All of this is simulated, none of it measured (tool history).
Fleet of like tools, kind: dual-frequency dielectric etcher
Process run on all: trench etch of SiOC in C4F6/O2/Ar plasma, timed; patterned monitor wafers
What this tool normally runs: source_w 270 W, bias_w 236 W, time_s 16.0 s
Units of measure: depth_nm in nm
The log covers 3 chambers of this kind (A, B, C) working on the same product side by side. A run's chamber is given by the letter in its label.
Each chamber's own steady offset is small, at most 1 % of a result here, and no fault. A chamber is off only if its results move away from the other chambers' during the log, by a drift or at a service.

run,hour,source_w,bias_w,time_s,hours since the last wet clean,hours since the last source power generator calibration,hours since the last bias power generator calibration,"read-back reference wafer on the same gauge, depth_nm",depth_nm
1C,7.0,270,236,16.0,531.9,3845.6,254.6,30.699,31.411
2A,16.0,270,236,16.0,240.5,1782.2,1139.1,30.688,30.969
3B,20.6,270,236,16.0,413.0,3029.6,2429.0,30.680,31.100
4B,26.4,270,236,16.0,418.8,3035.4,2434.8,30.679,31.123
5C,33.5,270,236,16.0,558.4,3872.1,281.1,30.671,31.430
6A,37.6,270,236,16.0,262.1,1803.8,1160.7,30.674,30.917
7C,41.7,270,236,16.0,566.6,3880.3,289.3,30.667,31.400
8B,46.5,270,236,16.0,438.9,3055.5,2454.9,30.672,31.075
9A,50.7,310,236,16.0,275.2,1816.9,1173.8,30.659,32.577
10A,57.8,310,236,16.0,282.3,1824.0,1180.9,30.667,32.569
11B,66.6,310,236,16.0,459.0,3075.6,2475.0,30.662,32.824
12C,71.7,270,236,16.0,596.6,3910.3,319.3,30.649,31.326
# hour 72.4: chamber C: wet clean of the chamber
13B,79.5,270,236,16.0,471.9,3088.5,2487.9,30.641,31.156
14C,88.6,270,236,16.0,16.2,3927.2,336.2,30.628,31.329
15A,94.6,270,236,16.0,319.1,1860.8,1217.7,30.634,30.902
16B,102.6,270,236,16.0,495.0,3111.6,2511.0,30.627,31.051
# hour 110.9: chamber C: source power generator calibrated
17C,111.7,270,236,16.0,39.3,0.8,359.3,30.611,31.345
18A,119.0,270,236,16.0,343.5,1885.2,1242.1,30.615,30.833
19C,127.0,270,236,16.0,54.6,16.1,374.6,30.609,31.392
20A,133.3,270,236,12.5,357.8,1899.5,1256.4,30.611,24.136
21B,138.2,270,236,12.5,530.6,3147.2,2546.6,30.589,24.252
22A,142.7,270,236,12.5,367.2,1908.9,1265.8,30.595,24.124
23C,150.6,270,236,16.0,78.2,39.7,398.2,30.587,31.303
24B,156.1,270,236,16.0,548.5,3165.1,2564.5,30.582,30.982
25C,162.6,220,236,13.0,90.2,51.7,410.2,30.584,23.519
26B,168.3,220,236,13.0,560.7,3177.3,2576.7,30.578,23.317
27A,172.7,220,236,13.0,397.2,1938.9,1295.8,30.579,23.226

Has any chamber moved away from the others, gradually or after a service, or does the common gauge drift, or do the chambers differ only by their own small steady offsets? State the chamber and the most likely cause if one applies.

Every chamber seems to shift together because the gauge that measures them all drifts; the chambers themselves are fine.
Most likely cause: gauge reads low (%) = 0.437.

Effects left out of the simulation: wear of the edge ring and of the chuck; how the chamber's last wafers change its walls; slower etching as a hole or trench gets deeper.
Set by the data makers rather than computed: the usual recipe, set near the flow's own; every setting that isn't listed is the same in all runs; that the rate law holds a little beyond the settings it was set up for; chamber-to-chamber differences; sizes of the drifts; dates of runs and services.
